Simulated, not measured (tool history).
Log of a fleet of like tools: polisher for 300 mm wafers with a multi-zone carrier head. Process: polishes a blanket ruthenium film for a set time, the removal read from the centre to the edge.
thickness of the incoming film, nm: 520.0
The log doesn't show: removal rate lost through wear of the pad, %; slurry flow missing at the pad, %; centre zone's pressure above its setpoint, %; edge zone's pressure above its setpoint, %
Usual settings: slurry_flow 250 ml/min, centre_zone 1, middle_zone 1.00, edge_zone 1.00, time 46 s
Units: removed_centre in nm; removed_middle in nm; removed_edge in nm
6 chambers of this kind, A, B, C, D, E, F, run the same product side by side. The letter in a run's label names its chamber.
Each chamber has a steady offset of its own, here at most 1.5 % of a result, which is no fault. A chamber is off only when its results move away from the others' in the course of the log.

run	day	slurry_flow	centre_zone	middle_zone	edge_zone	time	wafers polished on this pad	hours since the slurry nozzle was cleaned	hours since the centre zone pressure was calibrated	hours since the edge zone pressure was calibrated	removed_centre	removed_middle	removed_edge
1C	0.262	250	1	1.00	1.00	46	1031	399.5	157.7	1129.4	52.017	52.187	52.768
# day 0.421: chamber D: slurry nozzle cleaned
# day 0.804: chamber C: worn pad replaced by a new one
2A	0.804	250	1	1.00	1.00	46	1031	83.7	523.2	550.2	52.092	54.066	52.529
# day 0.933: chamber F: worn pad replaced by a new one
# day 1.046: chamber E: worn pad replaced by a new one
# day 1.092: chamber A: worn pad replaced by a new one
# day 1.138: chamber C: slurry nozzle cleaned
3D	1.338	250	1	1.00	1.00	46	642	22.0	92.5	651.4	52.817	53.501	52.985
4F	1.900	250	1	1.00	1.00	46	335	244.0	59.7	304.6	53.002	53.130	53.536
# day 2.292: chamber F: slurry nozzle cleaned
5B	2.492	250	1	1.00	1.00	46	936	115.7	553.4	703.5	51.966	52.822	53.105
# day 2.842: chamber C: edge zone pressure recalibrated
6E	2.962	250	1	1.00	1.00	46	664	624.9	251.6	328.5	51.135	53.710	52.860
# day 3.338: chamber E: slurry nozzle cleaned
7A	3.533	250	1	1.00	1.00	46	846	149.2	588.7	615.7	52.365	52.184	52.062
# day 3.842: chamber D: worn pad replaced by a new one
8B	3.967	250	1	1.00	1.00	46	1448	151.1	588.8	738.9	53.152	54.362	51.733
# day 3.971: chamber B: worn pad replaced by a new one
# day 4.171: chamber D: edge zone pressure recalibrated
9F	4.329	250	1	1.00	1.00	46	1178	48.9	118.0	362.9	54.186	53.516	53.616
# day 4.383: chamber F: worn pad replaced by a new one
# day 4.567: chamber E: worn pad replaced by a new one
# day 4.612: chamber C: worn pad replaced by a new one
10D	4.771	250	1	1.00	1.00	46	323	104.4	174.9	14.5	52.164	52.666	52.018
# day 4.925: chamber A: worn pad replaced by a new one
11E	5.046	250	1	1.00	1.00	46	166	41.0	301.6	378.5	53.085	53.063	52.243
12C	5.496	250	1	1.00	1.00	46	307	104.7	283.3	63.8	52.913	52.527	52.580
13C	5.917	250	1	1.00	1.00	46	452	114.8	293.4	73.9	54.193	50.979	53.584
14E	6.279	250	1	1.00	1.00	46	594	70.6	331.2	408.1	52.910	53.543	53.329
15F	6.638	250	1	1.00	1.00	46	782	104.3	173.4	418.3	52.949	53.485	52.611
16B	6.979	250	1	1.00	1.00	46	1044	223.4	661.1	811.2	53.693	53.591	52.524
# day 7.512: chamber F: worn pad replaced by a new one
17A	7.554	250	1	1.00	1.00	46	912	245.7	685.2	712.2	51.900	53.682	53.059
# day 7.583: chamber B: edge zone pressure recalibrated
# day 7.717: chamber D: worn pad replaced by a new one
# day 7.875: chamber E: worn pad replaced by a new one
# day 8.100: chamber B: worn pad replaced by a new one
18D	8.129	250	1	1.00	1.00	46	143	185.0	255.5	95.1	53.444	53.023	52.730
# day 8.417: chamber D: slurry nozzle cleaned
19F	8.500	250	1	1.00	1.00	46	343	149.0	218.1	463.0	53.556	53.188	52.599
# day 8.642: chamber A: worn pad replaced by a new one
# day 8.729: chamber E: edge zone pressure recalibrated
20C	8.771	315	1	1.00	1.00	46	1442	183.3	361.9	142.4	55.339	54.194	54.299
# day 8.888: chamber C: worn pad replaced by a new one
21E	9.054	315	1	1.00	1.00	46	410	137.2	397.8	7.9	55.170	53.860	53.186
22D	9.504	315	1	1.00	1.00	46	619	26.1	288.5	128.1	54.273	53.438	54.343
23B	9.842	315	1	1.00	1.00	46	604	292.1	729.8	54.3	54.428	53.422	54.145
24A	10.367	315	1	1.00	1.00	46	598	313.2	752.7	779.7	53.738	54.223	54.098
25A	10.754	315	1	1.00	1.00	46	732	322.5	762.0	789.0	53.842	53.807	52.327
# day 10.817: chamber F: worn pad replaced by a new one
# day 10.979: chamber E: worn pad replaced by a new one
26D	11.125	250	1	1.00	1.00	46	1181	65.0	327.4	167.0	52.520	53.458	53.063
27F	11.433	250	1	1.04	1.00	55	213	219.4	288.5	533.4	63.461	63.506	64.641
# day 11.492: chamber C: centre zone pressure recalibrated
# day 11.796: chamber E: centre zone pressure recalibrated
28C	11.908	250	1	1.04	1.00	55	1048	258.6	10.0	217.7	63.722	65.310	63.467
# day 11.975: chamber A: worn pad replaced by a new one
# day 11.992: chamber D: worn pad replaced by a new one
# day 12.108: chamber B: worn pad replaced by a new one
# day 12.133: chamber A: centre zone pressure recalibrated
29E	12.250	250	1	1.04	1.00	55	441	213.9	10.9	84.6	63.938	65.544	63.063
# day 12.579: chamber C: worn pad replaced by a new one
30B	12.683	250	1	1.04	1.00	55	200	360.3	798.0	122.5	62.575	66.693	62.829
31D	13.188	250	1	1.04	1.00	55	415	114.5	376.9	216.5	63.403	64.879	64.150
# day 13.450: chamber B: slurry nozzle cleaned
# day 13.592: chamber A: slurry nozzle cleaned
32E	13.729	250	1	1.04	1.00	55	954	249.4	46.4	120.1	62.862	66.568	61.945
# day 13.750: chamber F: edge zone pressure recalibrated
33C	14.117	290	1	1.00	1.09	46	534	311.6	63.0	270.7	54.634	53.586	56.847
# day 14.242: chamber F: worn pad replaced by a new one
# day 14.329: chamber F: slurry nozzle cleaned
34F	14.396	290	1	1.00	1.09	46	54	1.6	359.6	15.6	53.716	53.595	54.839
35B	14.879	290	1	1.00	1.09	46	961	34.3	850.7	175.2	54.803	53.506	54.568
36A	15.392	290	1	1.00	1.09	46	1185	43.3	78.2	900.3	54.200	54.216	55.697
37A	15.829	290	1	1.00	1.09	46	1336	53.8	88.7	910.8	52.515	53.329	56.287

All 6 chambers run these settings next. Forecast each chamber's results:
38A	16.262	250	1	1.00	1.00	46					?	?	?
38B	16.262	250	1	1.00	1.00	46					?	?	?
38C	16.262	250	1	1.00	1.00	46					?	?	?
38D	16.262	250	1	1.00	1.00	46					?	?	?
38E	16.262	250	1	1.00	1.00	46					?	?	?
38F	16.262	250	1	1.00	1.00	46					?	?	?

run	removed_centre	removed_middle	removed_edge
38A	52.169	53.098	52.929
38B	52.621	52.510	53.626
38C	54.372	52.151	53.159
38D	53.321	52.286	52.130
38E	53.850	53.482	51.509
38F	52.427	54.142	51.492
